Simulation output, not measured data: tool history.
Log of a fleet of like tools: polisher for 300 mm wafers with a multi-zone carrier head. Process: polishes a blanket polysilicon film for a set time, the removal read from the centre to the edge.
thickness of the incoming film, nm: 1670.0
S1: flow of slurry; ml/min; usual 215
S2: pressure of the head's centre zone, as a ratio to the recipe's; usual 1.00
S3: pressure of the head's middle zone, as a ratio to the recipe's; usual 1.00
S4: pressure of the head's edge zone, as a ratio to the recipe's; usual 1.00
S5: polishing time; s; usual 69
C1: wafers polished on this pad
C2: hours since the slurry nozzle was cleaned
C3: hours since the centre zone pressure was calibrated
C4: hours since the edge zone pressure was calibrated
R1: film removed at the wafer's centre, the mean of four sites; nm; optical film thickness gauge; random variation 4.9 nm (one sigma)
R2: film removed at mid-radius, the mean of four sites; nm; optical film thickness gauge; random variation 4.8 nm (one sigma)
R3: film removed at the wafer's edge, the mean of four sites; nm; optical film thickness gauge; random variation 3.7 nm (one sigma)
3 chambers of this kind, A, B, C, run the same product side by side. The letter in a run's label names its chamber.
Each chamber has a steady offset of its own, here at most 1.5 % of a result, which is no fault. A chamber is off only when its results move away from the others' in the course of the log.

| run | hour | S1 | S2 | S3 | S4 | S5 | C1 | C2 | C3 | C4 | R1 | R2 | R3 |
|---|---|---|---|---|---|---|---|---|---|---|---|---|---|
|  | 4.4 | chamber A: worn pad replaced by a new one |
|  | 12.0 | chamber C: worn pad replaced by a new one |
| 1B | 14.5 | 215 | 1.00 | 1.00 | 1.00 | 69 | 504 | 374.9 | 135.2 | 232.0 | 504.76 | 497.98 | 500.64 |
| 2A | 26.6 | 215 | 1.00 | 1.00 | 1.00 | 69 | 296 | 261.3 | 865.0 | 137.6 | 504.90 | 495.92 | 507.87 |
| 3C | 34.1 | 215 | 1.00 | 1.00 | 1.00 | 69 | 295 | 248.6 | 778.9 | 265.5 | 493.56 | 503.51 | 504.76 |
| 4B | 47.3 | 215 | 1.00 | 1.00 | 1.00 | 69 | 941 | 407.7 | 168.0 | 264.8 | 508.21 | 499.39 | 505.90 |
| 5C | 57.8 | 245 | 1.09 | 1.00 | 1.00 | 69 | 610 | 272.3 | 802.6 | 289.2 | 559.19 | 507.26 | 510.85 |
| 6A | 69.2 | 245 | 1.09 | 1.00 | 1.00 | 69 | 864 | 303.9 | 907.6 | 180.2 | 578.26 | 508.08 | 510.23 |
|  | 78.3 | chamber B: worn pad replaced by a new one |
| 7A | 83.8 | 245 | 1.09 | 1.00 | 1.00 | 69 | 1059 | 318.5 | 922.2 | 194.8 | 570.65 | 504.04 | 507.63 |
| 8B | 96.3 | 215 | 1.00 | 1.00 | 1.00 | 69 | 240 | 456.7 | 217.0 | 313.8 | 506.10 | 495.72 | 504.40 |
|  | 110.7 | chamber C: worn pad replaced by a new one |
| 9C | 111.1 | 215 | 1.00 | 1.00 | 1.00 | 69 | 5 | 325.6 | 855.9 | 342.5 | 506.99 | 502.37 | 503.76 |
|  | 114.8 | chamber A: worn pad replaced by a new one |
|  | 115.7 | chamber A: slurry nozzle cleaned |
| 10A | 122.2 | 215 | 1.00 | 1.00 | 1.00 | 69 | 98 | 6.5 | 960.6 | 233.2 | 507.89 | 506.01 | 501.33 |
| 11B | 132.4 | 215 | 1.00 | 1.00 | 1.00 | 69 | 721 | 492.8 | 253.1 | 349.9 | 503.60 | 496.36 | 493.91 |
| 12C | 148.2 | 215 | 1.00 | 1.00 | 1.00 | 69 | 500 | 362.7 | 893.0 | 379.6 | 506.45 | 511.44 | 503.64 |
| 13B | 163.7 | 215 | 1.08 | 1.00 | 1.00 | 69 | 1138 | 524.1 | 284.4 | 381.2 | 565.54 | 499.59 | 502.81 |
| 14C | 178.2 | 215 | 1.08 | 1.00 | 1.00 | 69 | 900 | 392.7 | 923.0 | 409.6 | 547.60 | 504.82 | 502.61 |
| 15A | 186.2 | 215 | 1.08 | 1.00 | 1.00 | 69 | 951 | 70.5 | 1024.6 | 297.2 | 549.75 | 503.47 | 500.16 |
|  | 189.0 | chamber C: edge zone pressure recalibrated |
|  | 198.4 | chamber B: worn pad replaced by a new one |
| 16C | 201.0 | 215 | 1.00 | 1.00 | 1.00 | 69 | 1203 | 415.5 | 945.8 | 12.1 | 503.18 | 510.67 | 511.26 |
|  | 202.2 | chamber C: worn pad replaced by a new one |
| 17B | 212.6 | 215 | 1.00 | 1.00 | 1.00 | 69 | 190 | 573.0 | 333.3 | 430.1 | 522.13 | 496.14 | 496.82 |
| 18A | 228.6 | 215 | 1.00 | 1.00 | 1.00 | 69 | 1516 | 112.9 | 1067.0 | 339.6 | 508.24 | 493.32 | 503.52 |
|  | 235.7 | chamber A: worn pad replaced by a new one |
| 19C | 243.0 | 215 | 1.00 | 1.00 | 1.00 | 69 | 543 | 457.5 | 987.8 | 54.1 | 504.73 | 506.58 | 496.75 |
| 20A | 252.8 | 215 | 1.00 | 1.00 | 1.00 | 69 | 228 | 137.1 | 1091.2 | 363.8 | 507.79 | 506.43 | 508.18 |
|  | 258.0 | chamber B: edge zone pressure recalibrated |
| 21B | 260.0 | 215 | 1.00 | 1.00 | 1.00 | 69 | 821 | 620.4 | 380.7 | 2.0 | 516.48 | 497.62 | 503.40 |
| 22C | 270.7 | 215 | 1.00 | 1.10 | 0.91 | 69 | 913 | 485.2 | 1015.5 | 81.8 | 502.21 | 556.87 | 484.24 |
| 23A | 283.3 | 215 | 1.00 | 1.10 | 0.91 | 69 | 635 | 167.6 | 1121.7 | 394.3 | 508.21 | 544.33 | 475.22 |
| 24B | 290.7 | 215 | 1.00 | 1.10 | 0.91 | 69 | 1230 | 651.1 | 411.4 | 32.7 | 519.94 | 543.75 | 478.24 |
|  | 301.2 | chamber C: worn pad replaced by a new one |
| 25C | 302.4 | 215 | 1.00 | 1.00 | 1.00 | 69 | 17 | 516.9 | 1047.2 | 113.5 | 515.73 | 511.33 | 504.69 |
|  | 305.7 | chamber B: worn pad replaced by a new one |
| 26A | 313.6 | 215 | 1.00 | 1.00 | 1.00 | 69 | 1038 | 197.9 | 1152.0 | 424.6 | 509.98 | 495.41 | 502.21 |
| 27B | 321.9 | 215 | 1.00 | 0.91 | 1.00 | 69 | 215 | 682.3 | 442.6 | 63.9 | 536.26 | 458.85 | 496.54 |
| 28B | 336.0 | 215 | 1.00 | 0.91 | 1.00 | 69 | 403 | 696.4 | 456.7 | 78.0 | 529.04 | 458.45 | 502.54 |
|  | 344.3 | chamber A: worn pad replaced by a new one |
| 29C | 351.1 | 215 | 1.00 | 0.91 | 1.00 | 69 | 666 | 565.6 | 1095.9 | 162.2 | 509.79 | 460.11 | 516.22 |
| 30A | 365.9 | 215 | 1.00 | 0.95 | 1.00 | 48 | 287 | 250.2 | 1204.3 | 476.9 | 354.83 | 333.24 | 351.55 |
| 31C | 375.9 | 215 | 1.00 | 0.95 | 1.00 | 48 | 996 | 590.4 | 1120.7 | 187.0 | 348.10 | 335.98 | 349.12 |
| 32A | 388.4 | 215 | 1.00 | 0.95 | 1.00 | 48 | 587 | 272.7 | 1226.8 | 499.4 | 352.02 | 331.90 | 349.91 |
|  | 394.0 | chamber C: worn pad replaced by a new one |
| 33B | 395.5 | 215 | 1.00 | 1.00 | 1.00 | 69 | 1196 | 755.9 | 516.2 | 137.5 | 542.71 | 502.05 | 499.38 |
| 34A | 411.3 | 215 | 1.00 | 1.00 | 1.00 | 69 | 892 | 295.6 | 1249.7 | 522.3 | 518.53 | 499.15 | 498.80 |
|  | 416.9 | chamber A: slurry nozzle cleaned |
|  | 420.4 | chamber B: worn pad replaced by a new one |
| 35C | 425.0 | 215 | 1.00 | 1.00 | 1.00 | 69 | 414 | 639.5 | 1169.8 | 236.1 | 510.07 | 499.21 | 514.91 |
| 36B | 434.5 | 245 | 1.00 | 1.10 | 1.00 | 69 | 188 | 794.9 | 555.2 | 176.5 | 552.04 | 540.22 | 514.33 |
|  | 442.0 | chamber A: worn pad replaced by a new one |
| 37B | 445.2 | 245 | 1.00 | 1.10 | 1.00 | 69 | 330 | 805.6 | 565.9 | 187.2 | 555.11 | 551.62 | 500.45 |
| 38C | 459.4 | 245 | 1.00 | 1.10 | 1.00 | 69 | 872 | 673.9 | 1204.2 | 270.5 | 520.80 | 570.20 | 516.97 |
| 39A | 472.2 | 215 | 1.00 | 1.00 | 1.00 | 69 | 403 | 55.3 | 1310.6 | 583.2 | 512.69 | 496.93 | 496.08 |
| 40A | 479.9 | 215 | 1.00 | 1.00 | 1.00 | 69 | 505 | 63.0 | 1318.3 | 590.9 | 518.43 | 499.69 | 505.68 |
| 41B | 490.7 | 215 | 1.00 | 1.00 | 1.00 | 69 | 937 | 851.1 | 611.4 | 232.7 | 535.05 | 493.94 | 501.32 |
|  | 501.8 | chamber C: worn pad replaced by a new one |
| 42C | 506.2 | 215 | 1.00 | 1.00 | 1.00 | 69 | 59 | 720.7 | 1251.0 | 317.3 | 497.70 | 514.23 | 505.39 |
|  | 510.4 | chamber B: worn pad replaced by a new one |
| 43B | 518.1 | 215 | 1.00 | 1.00 | 1.00 | 69 | 102 | 878.5 | 638.8 | 260.1 | 551.70 | 500.09 | 504.04 |
| 44A | 525.9 | 215 | 1.06 | 1.00 | 1.00 | 69 | 1118 | 109.0 | 1364.3 | 636.9 | 542.50 | 502.06 | 501.88 |

What goes on in this fleet: one chamber off, a drifting gauge, or nothing beyond the chambers' own small offsets? Name the chamber and the cause, if any.

Chamber B drifts away from the others.
Cause: centre zone's pressure above its setpoint, % = 7.89.

Here are 4 candidates for chamber B's next run, each the usual settings with a change, their results left as question marks. Which one brings its results back in line with what the others give on the usual settings?
In line means no further than this from the other chambers' mean on the usual settings: R1 17.00 nm; R2 17.00 nm; R3 13.00 nm
| 45B-1 | 537.5 | 215 | 1.01 | 1.00 | 1.00 | 69 |  |  |  |  | ? | ? | ? |
| 45B-2 | 537.5 | 215 | 0.99 | 1.00 | 1.00 | 69 |  |  |  |  | ? | ? | ? |
| 45B-3 | 537.5 | 210 | 0.94 | 1.02 | 1.02 | 69 |  |  |  |  | ? | ? | ? |
| 45B-4 | 537.5 | 220 | 1.06 | 0.98 | 0.98 | 69 |  |  |  |  | ? | ? | ? |

The other chambers' mean on the usual settings: R1 508.61 nm; R2 502.92 nm; R3 504.13 nm
| run | R1 | R2 | R3 |
|---|---|---|---|
| 45B-1 | 551.60 | 496.77 | 504.12 |
| 45B-2 | 539.58 | 496.83 | 504.12 |
| 45B-3 | 507.84 | 504.61 | 508.03 |
| 45B-4 | 583.49 | 488.88 | 500.12 |
45B-3 brings the chamber back in line.

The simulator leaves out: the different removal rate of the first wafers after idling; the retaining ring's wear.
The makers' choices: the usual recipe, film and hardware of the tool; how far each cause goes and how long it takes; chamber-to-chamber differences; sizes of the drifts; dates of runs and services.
